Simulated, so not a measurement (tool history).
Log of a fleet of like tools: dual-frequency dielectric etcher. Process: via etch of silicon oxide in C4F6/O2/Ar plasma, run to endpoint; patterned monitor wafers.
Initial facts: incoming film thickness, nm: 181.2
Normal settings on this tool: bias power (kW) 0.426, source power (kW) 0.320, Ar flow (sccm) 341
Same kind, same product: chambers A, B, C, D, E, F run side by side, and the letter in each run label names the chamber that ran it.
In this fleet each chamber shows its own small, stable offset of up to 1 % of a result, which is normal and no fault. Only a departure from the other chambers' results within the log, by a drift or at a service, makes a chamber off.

run	hour	bias power (kW)	source power (kW)	Ar flow (sccm)	hours since the last wet clean	hours since the last bias power generator calibration	hours since the last source power generator calibration	hours since the last Ar flow controller change	endpoint time (s)
1B	11.5	0.426	0.320	341	202.4	242.4	2028.8	4365.0	46.898
2D	22.7	0.426	0.320	341	341.5	644.9	397.1	1450.8	46.809
3F	29.2	0.426	0.320	341	183.2	3503.6	1568.5	3356.9	46.907
4E	37.5	0.426	0.320	341	227.5	996.8	166.8	257.1	46.616
# hour 39.7: chamber D: wet clean of the chamber
5A	47.3	0.426	0.260	341	303.9	2528.4	1485.3	1519.5	50.609
# hour 53.9: chamber F: bias power generator calibrated
6C	58.5	0.426	0.260	341	469.0	155.2	542.7	445.6	50.925
7A	65.8	0.426	0.260	341	322.4	2546.9	1503.8	1538.0	50.616
8B	73.9	0.426	0.260	341	264.8	304.8	2091.2	4427.4	50.501
9D	80.9	0.426	0.260	341	41.2	703.1	455.3	1509.0	50.514
10C	87.9	0.426	0.260	341	498.4	184.6	572.1	475.0	50.645
11F	94.6	0.426	0.320	341	248.6	40.7	1633.9	3422.3	46.445
12E	101.8	0.426	0.320	341	291.8	1061.1	231.1	321.4	46.479
13B	111.9	0.426	0.320	341	302.8	342.8	2129.2	4465.4	46.929
14D	117.0	0.426	0.320	341	77.3	739.2	491.4	1545.1	46.498
15E	124.1	0.518	0.320	386	314.1	1083.4	253.4	343.7	44.569
16A	132.2	0.518	0.320	386	388.8	2613.3	1570.2	1604.4	44.085
17C	143.1	0.518	0.320	386	553.6	239.8	627.3	530.2	44.378
18F	153.6	0.518	0.320	386	307.6	99.7	1692.9	3481.3	43.756
# hour 162.6: chamber B: source power generator calibrated
19D	163.9	0.518	0.320	386	124.2	786.1	538.3	1592.0	44.070
20B	171.9	0.518	0.320	386	362.8	402.8	9.4	4525.4	44.245
# hour 178.9: chamber B: wet clean of the chamber
21A	183.4	0.426	0.320	341	440.0	2664.5	1621.4	1655.6	46.917
22C	193.0	0.426	0.320	341	603.5	289.7	677.2	580.1	46.734
# hour 198.6: chamber C: wet clean of the chamber
# hour 198.7: chamber A: wet clean of the chamber
23E	202.5	0.394	0.320	341	392.5	1161.8	331.8	422.1	49.066
24F	213.2	0.394	0.320	341	367.2	159.3	1752.5	3540.9	47.853
25E	219.1	0.394	0.320	341	409.1	1178.4	348.4	438.7	49.087
26A	224.2	0.394	0.320	341	25.6	2705.3	1662.2	1696.4	48.613
27F	231.2	0.394	0.320	341	385.2	177.3	1770.5	3558.9	47.897
28C	239.1	0.394	0.320	341	40.6	335.8	723.3	626.2	48.288
29D	247.8	0.426	0.320	341	208.1	870.0	622.2	1675.9	46.685
30B	254.7	0.426	0.320	341	75.9	485.6	92.2	4608.2	46.831
31B	263.8	0.426	0.320	407	85.0	494.7	101.3	4617.3	47.595
32A	272.7	0.426	0.320	407	74.1	2753.8	1710.7	1744.9	47.982
33F	278.9	0.426	0.320	407	432.9	225.0	1818.2	3606.6	47.689
34D	287.6	0.426	0.320	407	247.9	909.8	662.0	1715.7	47.774
35E	294.6	0.426	0.320	407	484.6	1253.9	423.9	514.2	49.724
# hour 302.8: chamber F: source power generator calibrated
36C	306.1	0.426	0.320	407	107.6	402.8	790.3	693.2	47.629
37D	313.6	0.426	0.320	341	273.9	935.8	688.0	1741.7	46.872
# hour 319.7: chamber F: wet clean of the chamber
38E	324.6	0.426	0.320	341	514.6	1283.9	453.9	544.2	48.292
39C	335.4	0.426	0.320	341	136.9	432.1	819.6	722.5	46.677
40F	346.4	0.426	0.320	341	26.8	292.5	43.6	3674.1	46.431
41B	352.3	0.426	0.320	341	173.5	583.2	189.8	4705.8	46.569

All 6 chambers run these settings next. Forecast each chamber's results:
42A	360.6	0.466	0.320	341					?
42B	360.6	0.466	0.320	341					?
42C	360.6	0.466	0.320	341					?
42D	360.6	0.466	0.320	341					?
42E	360.6	0.466	0.320	341					?
42F	360.6	0.466	0.320	341					?

run	endpoint time (s)
42A	45.130
42B	45.408
42C	45.013
42D	45.697
42E	47.107
42F	45.460
